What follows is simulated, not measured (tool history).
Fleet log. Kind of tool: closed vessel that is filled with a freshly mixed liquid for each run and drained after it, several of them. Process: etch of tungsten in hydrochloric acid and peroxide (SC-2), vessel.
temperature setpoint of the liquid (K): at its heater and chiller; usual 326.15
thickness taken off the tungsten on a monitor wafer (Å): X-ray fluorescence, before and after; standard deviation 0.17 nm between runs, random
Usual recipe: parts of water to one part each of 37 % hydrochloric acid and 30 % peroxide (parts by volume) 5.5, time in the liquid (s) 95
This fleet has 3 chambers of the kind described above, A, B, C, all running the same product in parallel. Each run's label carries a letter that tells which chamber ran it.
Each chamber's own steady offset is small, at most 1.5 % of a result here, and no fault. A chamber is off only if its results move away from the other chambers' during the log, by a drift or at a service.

run   hour  temperature setpoint of the liquid (K)  parts of water to one part each of 37 % hydrochloric acid and 30 % peroxide (parts by volume)  time in the liquid (s)  read-back film thickness of the tungsten reference wafer, read on the same gauge (nm)  thickness taken off the tungsten on a monitor wafer (Å)
 1B    8.4                                  326.15                                                                                            5.5                      95                                                                                 49.976                                                   350.21
 2A   13.5                                  326.15                                                                                            5.5                      95                                                                                 49.988                                                   358.29
 3C   21.4                                  326.15                                                                                            5.5                      95                                                                                 49.976                                                   353.26
 4B     27                                  326.15                                                                                            5.5                      95                                                                                 50.039                                                   351.95
 5A   37.6                                  326.15                                                                                            5.5                      95                                                                                     50                                                   359.86
 6C   42.6                                  322.65                                                                                            5.5                      95                                                                                 49.988                                                      281
 7A   48.7                                  322.65                                                                                            5.5                      95                                                                                 49.993                                                   283.63
 8B   56.2                                  322.65                                                                                            5.5                      95                                                                                 50.001                                                   278.41
 9C   65.1                                  326.15                                                                                            5.5                      95                                                                                 50.031                                                   350.94
10A     73                                  326.15                                                                                            5.5                      95                                                                                 50.006                                                   357.45
11C     82                                  326.15                                                                                            5.5                      95                                                                                 49.997                                                   347.34
12B   88.3                                  326.15                                                                                              4                      95                                                                                  49.98                                                   442.38
13C   98.5                                  326.15                                                                                              4                      95                                                                                 50.019                                                   439.44
14A  107.3                                  326.15                                                                                              4                      95                                                                                 49.973                                                    446.7
15B  113.3                                  326.15                                                                                            5.5                      95                                                                                 49.984                                                   349.73
     118.8  -- chamber A: new drum of peroxide connected
16C  122.1                                  316.65                                                                                            5.5                      95                                                                                  50.01                                                   179.37
17B    129                                  316.65                                                                                            5.5                      95                                                                                 50.014                                                   189.14
18A  134.8                                  316.65                                                                                            5.5                      95                                                                                 50.065                                                   190.08
19C  143.8                                  326.15                                                                                            5.5                      95                                                                                 49.983                                                   345.01
20B  153.2                                  326.15                                                                                            5.5                      95                                                                                 50.012                                                   351.84
21A  160.6                                  326.15                                                                                              4                     125                                                                                 49.986                                                   588.64
22C  169.5                                  326.15                                                                                              4                     125                                                                                 49.992                                                   564.23
23B  174.9                                  326.15                                                                                              4                     125                                                                                 49.998                                                   581.81
24A    184                                  326.15                                                                                            5.5                      95                                                                                 50.009                                                   354.66
     188.8  -- chamber B: thermometer replaced
25C  192.6                                  326.15                                                                                            5.5                      95                                                                                 50.001                                                   343.69
26A  201.8                                  326.15                                                                                            5.5                      95                                                                                 49.976                                                   355.77
27B  212.3                                  326.15                                                                                            5.5                      95                                                                                 50.042                                                   354.78
28C  219.8                                  319.15                                                                                              4                      95                                                                                 49.955                                                   264.84
29B  225.2                                  319.15                                                                                              4                      95                                                                                 49.986                                                   279.53
30A  231.2                                  319.15                                                                                              4                      95                                                                                 49.995                                                   282.74
31A  238.5                                  326.15                                                                                            5.5                      95                                                                                 49.993                                                   356.57
     241.7  -- chamber B: new drum of peroxide connected
32B  247.4                                  326.15                                                                                            7.5                      65                                                                                 50.005                                                   190.24
33C  257.2                                  326.15                                                                                            7.5                      65                                                                                 49.932                                                   180.39
34A  262.2                                  326.15                                                                                            7.5                      65                                                                                 50.025                                                   192.45

Next, all 3 chambers run the settings below, one line each with question marks for the results. What does each chamber give?
35A  269.8                                  330.15                                                                                            5.5                      95                                                                                                                                               ?
35B  269.8                                  330.15                                                                                            5.5                      95                                                                                                                                               ?
35C  269.8                                  330.15                                                                                            5.5                      95                                                                                                                                               ?

run  thickness taken off the tungsten on a monitor wafer (Å)
35A                                                   461.01
35B                                                   455.69
35C                                                   434.71

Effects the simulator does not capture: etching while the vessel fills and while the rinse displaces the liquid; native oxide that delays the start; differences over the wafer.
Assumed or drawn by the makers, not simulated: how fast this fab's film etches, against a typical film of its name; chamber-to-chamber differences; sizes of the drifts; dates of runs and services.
